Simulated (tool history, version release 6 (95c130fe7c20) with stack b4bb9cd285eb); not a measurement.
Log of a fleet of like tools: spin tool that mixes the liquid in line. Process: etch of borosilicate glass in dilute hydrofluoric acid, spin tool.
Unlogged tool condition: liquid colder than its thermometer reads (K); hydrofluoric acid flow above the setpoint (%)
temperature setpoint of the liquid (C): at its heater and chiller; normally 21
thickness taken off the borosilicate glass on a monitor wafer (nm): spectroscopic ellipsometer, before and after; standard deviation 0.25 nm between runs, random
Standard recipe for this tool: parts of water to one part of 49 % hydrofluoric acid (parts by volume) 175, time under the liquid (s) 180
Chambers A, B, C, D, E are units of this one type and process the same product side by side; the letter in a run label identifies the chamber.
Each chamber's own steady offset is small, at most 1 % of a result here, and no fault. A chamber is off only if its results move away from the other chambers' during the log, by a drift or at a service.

run	day	temperature setpoint of the liquid (C)	parts of water to one part of 49 % hydrofluoric acid (parts by volume)	time under the liquid (s)	hours since the thermometer was replaced	hours since the hydrofluoric acid flow meter was replaced	read-back film thickness of the borosilicate glass reference wafer, read on the same gauge (nm)	thickness taken off the borosilicate glass on a monitor wafer (nm)
1E	0.396	21	175	180	1843.2	41.6	129.97	40.976
2C	0.746	21	175	180	218.2	422.9	129.98	41.281
# day 0.812: chamber B: thermometer replaced
3A	1.354	21	175	180	63.8	316.6	130.01	40.703
4D	1.954	21	175	180	500.6	762.2	129.99	41.553
5B	2.233	21	175	180	34.2	1364.7	129.97	41.425
6C	2.604	21	175	180	262.8	467.5	129.97	41.359
7A	2.971	21	175	180	102.6	355.4	129.99	41.067
8E	3.296	21	175	180	1912.8	111.2	129.98	40.957
9B	3.783	21	175	180	71.4	1401.9	130.01	40.936
10D	4.383	21	175	180	558.9	820.5	129.99	41.776
11B	4.892	21	175	180	98.0	1428.5	129.98	40.592
12A	5.338	21	175	180	159.4	412.2	130.03	40.979
13C	5.650	21	175	180	335.9	540.6	129.98	41.377
14E	6.129	21	175	180	1980.8	179.2	130.02	41.000
15D	6.658	24	205	180	613.5	875.1	130.00	38.640
16E	6.979	24	205	180	2001.2	199.6	130.01	37.634
17A	7.512	24	205	180	211.6	464.4	129.98	37.962
18B	8.083	24	205	180	174.6	1505.1	129.98	37.977
19C	8.400	24	205	180	401.9	606.6	130.01	38.562
20D	8.938	21	175	180	668.2	929.8	130.01	42.319
21D	9.342	21	175	180	677.9	939.5	130.01	42.773
22A	9.767	21	175	180	265.7	518.5	130.01	41.019
23C	10.254	21	175	180	446.4	651.1	130.01	41.470
# day 10.342: chamber A: hydrofluoric acid flow meter replaced
24E	10.679	21	175	180	2090.0	288.4	130.00	41.026
25B	11.129	21	175	180	247.7	1578.2	130.00	41.110
26D	11.454	21	175	180	728.6	990.2	129.97	42.836
27E	11.983	21	115	180	2121.3	319.7	130.01	67.243
28B	12.475	21	115	180	280.0	1610.5	129.98	66.215
29A	12.846	21	115	180	339.6	60.1	129.95	66.625
30C	13.412	21	115	180	522.2	726.9	130.01	66.748
31A	14.008	21	115	180	367.5	88.0	129.99	66.978
32D	14.546	21	175	230	802.8	1064.4	130.01	55.787
33E	15.146	21	175	230	2197.2	395.6	129.96	52.298
34C	15.608	21	175	230	574.9	779.6	129.97	52.693
35B	16.112	21	175	230	367.3	1697.8	130.00	52.342
36B	16.438	21	175	230	375.1	1705.6	130.05	52.267
37C	16.842	21	175	180	604.5	809.2	130.05	41.553
38D	17.229	21	175	180	867.2	1128.8	130.00	43.819

Has any chamber moved away from the others, gradually or after a service, or does the common gauge drift, or do the chambers differ only by their own small steady offsets? State the chamber and the most likely cause if one applies.

Little by little, chamber D moves away from the other chambers.
Most likely cause: hydrofluoric acid flow above the setpoint (%) = 5.59.
The log might look much the same if the cause were instead: liquid hotter than its thermometer reads (K).

Here are 4 candidates for chamber D's next run, each the usual settings with a change, their results left as question marks. Which one brings its results back in line with what the others give on the usual settings?
To be in line, a result may differ from the other chambers' mean on the usual settings by at most: thickness taken off the borosilicate glass on a monitor wafer (nm) 0.860
39D-1	17.667	21	170	185				?
39D-2	17.667	21	165	190				?
39D-3	17.667	21	195	180				?
39D-4	17.667	21	185	180				?

Average result of the remaining chambers running the usual settings: thickness taken off the borosilicate glass on a monitor wafer (nm) 41.137
run	thickness taken off the borosilicate glass on a monitor wafer (nm)
39D-1	46.630
39D-2	49.564
39D-3	38.676
39D-4	41.132
Change 39D-4 lands the chamber within the allowed miss of the other chambers.
